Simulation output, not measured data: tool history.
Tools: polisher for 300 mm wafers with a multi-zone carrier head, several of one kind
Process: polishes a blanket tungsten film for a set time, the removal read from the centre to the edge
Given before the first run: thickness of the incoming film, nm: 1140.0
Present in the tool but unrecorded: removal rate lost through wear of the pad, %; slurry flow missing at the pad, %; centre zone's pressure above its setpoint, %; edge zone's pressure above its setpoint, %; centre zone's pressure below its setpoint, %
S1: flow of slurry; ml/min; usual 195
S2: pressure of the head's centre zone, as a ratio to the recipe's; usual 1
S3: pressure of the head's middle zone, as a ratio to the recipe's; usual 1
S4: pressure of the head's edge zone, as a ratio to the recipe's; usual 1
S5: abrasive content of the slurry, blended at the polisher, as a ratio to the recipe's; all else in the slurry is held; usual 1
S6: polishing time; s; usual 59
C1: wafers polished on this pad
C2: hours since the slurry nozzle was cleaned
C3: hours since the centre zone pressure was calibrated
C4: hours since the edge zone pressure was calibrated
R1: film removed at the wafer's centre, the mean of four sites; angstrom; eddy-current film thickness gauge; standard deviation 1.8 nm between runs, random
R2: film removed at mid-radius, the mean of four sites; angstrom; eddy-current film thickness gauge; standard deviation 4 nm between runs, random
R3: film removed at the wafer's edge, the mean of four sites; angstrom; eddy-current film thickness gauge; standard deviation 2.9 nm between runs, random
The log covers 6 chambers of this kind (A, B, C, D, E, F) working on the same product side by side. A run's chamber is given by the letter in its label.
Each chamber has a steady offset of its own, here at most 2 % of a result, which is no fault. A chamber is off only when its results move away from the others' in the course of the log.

run 1A hour=7.2 | S1=195 S2=1 S3=1 S4=1 S5=1 S6=59 | C1=1104 C2=76.7 C3=72.3 C4=494.1 | R1=2755.1 R2=2775.3 R3=2783.3
-- hour=9.5 chamber E: slurry nozzle cleaned
run 2F hour=16.5 | S1=195 S2=1 S3=1 S4=1 S5=1 S6=59 | C1=750 C2=587.2 C3=76.7 C4=487.9 | R1=2754.6 R2=2789.7 R3=2719.7
-- hour=18.5 chamber B: worn pad replaced by a new one
run 3E hour=22.2 | S1=195 S2=1 S3=1 S4=1 S5=1 S6=59 | C1=295 C2=12.7 C3=97.7 C4=1241.5 | R1=2735.2 R2=2730 R3=2726.6
-- hour=27.1 chamber D: worn pad replaced by a new one
run 4C hour=30.1 | S1=195 S2=1 S3=1 S4=1 S5=1 S6=59 | C1=476 C2=199.7 C3=686.9 C4=809.4 | R1=2765.9 R2=2846.6 R3=2743
-- hour=31 chamber A: worn pad replaced by a new one
-- hour=31.7 chamber D: edge zone pressure recalibrated
run 5D hour=36.4 | S1=195 S2=1 S3=1 S4=1 S5=1 S6=59 | C1=110 C2=245.4 C3=826.9 C4=4.7 | R1=2775.6 R2=2700 R3=2698.9
run 6B hour=41.2 | S1=195 S2=1 S3=1 S4=1 S5=1 S6=59 | C1=267 C2=145.9 C3=664.6 C4=645.9 | R1=2748.2 R2=2709.8 R3=2695.9
run 7F hour=49.2 | S1=195 S2=1 S3=1 S4=1 S5=1 S6=59 | C1=1135 C2=619.9 C3=109.4 C4=520.6 | R1=2738.2 R2=2741 R3=2716.5
run 8E hour=57.7 | S1=195 S2=1 S3=1 S4=1 S5=1 S6=59 | C1=713 C2=48.2 C3=133.2 C4=1277 | R1=2749.7 R2=2712.2 R3=2745
run 9B hour=66.4 | S1=195 S2=0.96 S3=1 S4=1 S5=1 S6=59 | C1=564 C2=171.1 C3=689.8 C4=671.1 | R1=2599.9 R2=2741.9 R3=2806.4
-- hour=69 chamber D: slurry nozzle cleaned
run 10D hour=75.2 | S1=195 S2=0.96 S3=1 S4=1 S5=1 S6=59 | C1=566 C2=6.2 C3=865.7 C4=43.5 | R1=2619.7 R2=2785.1 R3=2773.4
-- hour=77.7 chamber C: edge zone pressure recalibrated
run 11C hour=83.2 | S1=195 S2=0.96 S3=1 S4=1 S5=1 S6=59 | C1=1101 C2=252.8 C3=740 C4=5.5 | R1=2646.2 R2=2807.7 R3=2705.4
-- hour=85.1 chamber D: worn pad replaced by a new one
run 12A hour=91.6 | S1=195 S2=0.96 S3=1 S4=1 S5=1 S6=59 | C1=714 C2=161.1 C3=156.7 C4=578.5 | R1=2655.2 R2=2693.6 R3=2719.8
-- hour=93.9 chamber E: edge zone pressure recalibrated
-- hour=98.4 chamber C: worn pad replaced by a new one
run 13D hour=100.2 | S1=195 S2=0.96 S3=1 S4=1 S5=1 S6=59 | C1=178 C2=31.2 C3=890.7 C4=68.5 | R1=2663.9 R2=2818.9 R3=2737.2
run 14E hour=105.7 | S1=195 S2=0.96 S3=1 S4=1 S5=1 S6=59 | C1=1278 C2=96.2 C3=181.2 C4=11.8 | R1=2626.4 R2=2647.1 R3=2754.1
-- hour=107.2 chamber A: slurry nozzle cleaned
run 15C hour=109.9 | S1=195 S2=1 S3=1 S4=1 S5=0.75 S6=59 | C1=135 C2=279.5 C3=766.7 C4=32.2 | R1=2584.6 R2=2620.8 R3=2616.1
-- hour=111.7 chamber B: slurry nozzle cleaned
run 16F hour=117.2 | S1=195 S2=1 S3=1 S4=1 S5=0.75 S6=59 | C1=1935 C2=687.9 C3=177.4 C4=588.6 | R1=2570.8 R2=2591.6 R3=2541.6
run 17A hour=124.2 | S1=195 S2=1 S3=1 S4=1 S5=0.75 S6=59 | C1=1098 C2=17 C3=189.3 C4=611.1 | R1=2579.9 R2=2635 R3=2575
-- hour=130.8 chamber E: worn pad replaced by a new one
run 18B hour=133.4 | S1=195 S2=1 S3=1 S4=1 S5=0.75 S6=59 | C1=1353 C2=21.8 C3=756.8 C4=738.1 | R1=2561.2 R2=2647.9 R3=2615.6
run 19D hour=139.9 | S1=195 S2=1 S3=1 S4=1 S5=0.75 S6=59 | C1=646 C2=70.9 C3=930.4 C4=108.2 | R1=2582.8 R2=2585.9 R3=2561.9
-- hour=145.7 chamber D: worn pad replaced by a new one
run 20F hour=146.8 | S1=195 S2=1 S3=1 S4=1 S5=0.75 S6=59 | C1=2284 C2=717.5 C3=207 C4=618.2 | R1=2557.8 R2=2658.2 R3=2526.4
-- hour=148.9 chamber A: worn pad replaced by a new one
-- hour=149.7 chamber B: worn pad replaced by a new one
run 21B hour=153.6 | S1=195 S2=1 S3=1 S4=1 S5=1 S6=59 | C1=46 C2=42 C3=777 C4=758.3 | R1=2741.9 R2=2734.8 R3=2827.4
run 22A hour=160.6 | S1=195 S2=1 S3=1 S4=1 S5=1 S6=59 | C1=138 C2=53.4 C3=225.7 C4=647.5 | R1=2758.6 R2=2791.3 R3=2754.4
run 23E hour=168 | S1=195 S2=1 S3=1 S4=1 S5=1 S6=59 | C1=438 C2=158.5 C3=243.5 C4=74.1 | R1=2754.8 R2=2680 R3=2710.1
run 24C hour=173.8 | S1=195 S2=1 S3=1 S4=1 S5=1 S6=59 | C1=887 C2=343.4 C3=830.6 C4=96.1 | R1=2734.8 R2=2778.5 R3=2742.9
run 25E hour=183.1 | S1=195 S2=1 S3=1 S4=1 S5=1 S6=59 | C1=616 C2=173.6 C3=258.6 C4=89.2 | R1=2752.7 R2=2673 R3=2737.9
run 26B hour=190.7 | S1=195 S2=1 S3=1 S4=1 S5=1 S6=59 | C1=483 C2=79.1 C3=814.1 C4=795.4 | R1=2732 R2=2689.5 R3=2815.2
run 27F hour=198.3 | S1=195 S2=1 S3=1 S4=1 S5=1 S6=59 | C1=2890 C2=769 C3=258.5 C4=669.7 | R1=2704.1 R2=2771.2 R3=2648
-- hour=204.2 chamber D: worn pad replaced by a new one
run 28C hour=207.9 | S1=195 S2=1 S3=1 S4=1 S5=1 S6=59 | C1=1289 C2=377.5 C3=864.7 C4=130.2 | R1=2761.4 R2=2779.6 R3=2755
run 29D hour=215.3 | S1=195 S2=1 S3=1 S4=1 S5=1 S6=59 | C1=131 C2=146.3 C3=1005.8 C4=183.6 | R1=2787.7 R2=2759.3 R3=2700.8
run 30A hour=220.7 | S1=195 S2=1 S3=1 S4=0.89 S5=0.9 S6=59 | C1=845 C2=113.5 C3=285.8 C4=707.6 | R1=2698.4 R2=2677.9 R3=2518.6
run 31C hour=229.5 | S1=195 S2=1 S3=1 S4=0.89 S5=0.9 S6=59 | C1=1543 C2=399.1 C3=886.3 C4=151.8 | R1=2682.4 R2=2722.6 R3=2523.5
-- hour=236 chamber E: worn pad replaced by a new one
run 32A hour=239.1 | S1=195 S2=1 S3=1 S4=0.89 S5=0.9 S6=59 | C1=1062 C2=131.9 C3=304.2 C4=726 | R1=2707.4 R2=2726 R3=2592.2
run 33E hour=248 | S1=195 S2=1 S3=1 S4=0.89 S5=0.9 S6=59 | C1=142 C2=238.5 C3=323.5 C4=154.1 | R1=2657.4 R2=2650.2 R3=2496.3
run 34F hour=253.4 | S1=195 S2=1 S3=1 S4=0.89 S5=0.9 S6=59 | C1=3539 C2=824.1 C3=313.6 C4=724.8 | R1=2612.4 R2=2588.2 R3=2446.6
run 35B hour=261.4 | S1=195 S2=1 S3=1 S4=0.89 S5=0.9 S6=59 | C1=1315 C2=149.8 C3=884.8 C4=866.1 | R1=2663.8 R2=2695.2 R3=2509
run 36D hour=267.7 | S1=195 S2=1 S3=1.06 S4=1 S5=1 S6=59 | C1=748 C2=198.7 C3=1058.2 C4=236 | R1=2735.8 R2=2903.3 R3=2742.6
-- hour=273.1 chamber F: slurry nozzle cleaned
run 37E hour=274.9 | S1=195 S2=1 S3=1.06 S4=1 S5=1 S6=59 | C1=458 C2=265.4 C3=350.4 C4=181 | R1=2790.4 R2=2745.7 R3=2721.3
-- hour=280.6 chamber B: worn pad replaced by a new one
run 38B hour=283.1 | S1=195 S2=1 S3=1.06 S4=1 S5=1 S6=59 | C1=30 C2=171.5 C3=906.5 C4=887.8 | R1=2748.1 R2=2856.6 R3=2726.5
run 39F hour=290.5 | S1=195 S2=1 S3=1.06 S4=1 S5=1 S6=59 | C1=3975 C2=17.5 C3=350.7 C4=761.9 | R1=2617.7 R2=2823.7 R3=2619.6

Which is it: a chamber that has drifted or been left off by a service, a gauge drift common to all chambers, or only each chamber's usual small offset? If a chamber is off, name it and its likeliest cause.

One chamber, F, drifts off from the rest bit by bit.
Cause: removal rate lost through wear of the pad, % = 4.1.

Which of the 4 candidates below, each the usual settings with something changed and its results left as question marks, puts chamber F back in line with what the other chambers give on the usual settings?
Maximum distance from the other chambers' mean on the usual settings for a result to count as in line: R1 62 angstrom; R2 140 angstrom; R3 100 angstrom
run 40F-1 hour=297.5 | S1=195 S2=1.01 S3=0.98 S4=1.01 S5=1 S6=63 | R1=? R2=? R3=?
run 40F-2 hour=297.5 | S1=195 S2=0.99 S3=1.02 S4=0.99 S5=1 S6=55 | R1=? R2=? R3=?
run 40F-3 hour=297.5 | S1=195 S2=1.01 S3=0.99 S4=1.01 S5=1 S6=61 | R1=? R2=? R3=?
run 40F-4 hour=297.5 | S1=195 S2=1 S3=1.01 S4=0.99 S5=1 S6=57 | R1=? R2=? R3=?

What the other chambers average on the usual settings: R1 2749 angstrom; R2 2734.7 angstrom; R3 2735.8 angstrom
run=40F-1 R1=2841.8 R2=2783.6 R3=2831
run=40F-2 R1=2427.1 R2=2520 R3=2443.9
run=40F-3 R1=2751.8 R2=2720 R3=2740.7
run=40F-4 R1=2543.5 R2=2588.3 R3=2533.1
The answer is 40F-3, which returns the chamber to within the allowed miss of the others.

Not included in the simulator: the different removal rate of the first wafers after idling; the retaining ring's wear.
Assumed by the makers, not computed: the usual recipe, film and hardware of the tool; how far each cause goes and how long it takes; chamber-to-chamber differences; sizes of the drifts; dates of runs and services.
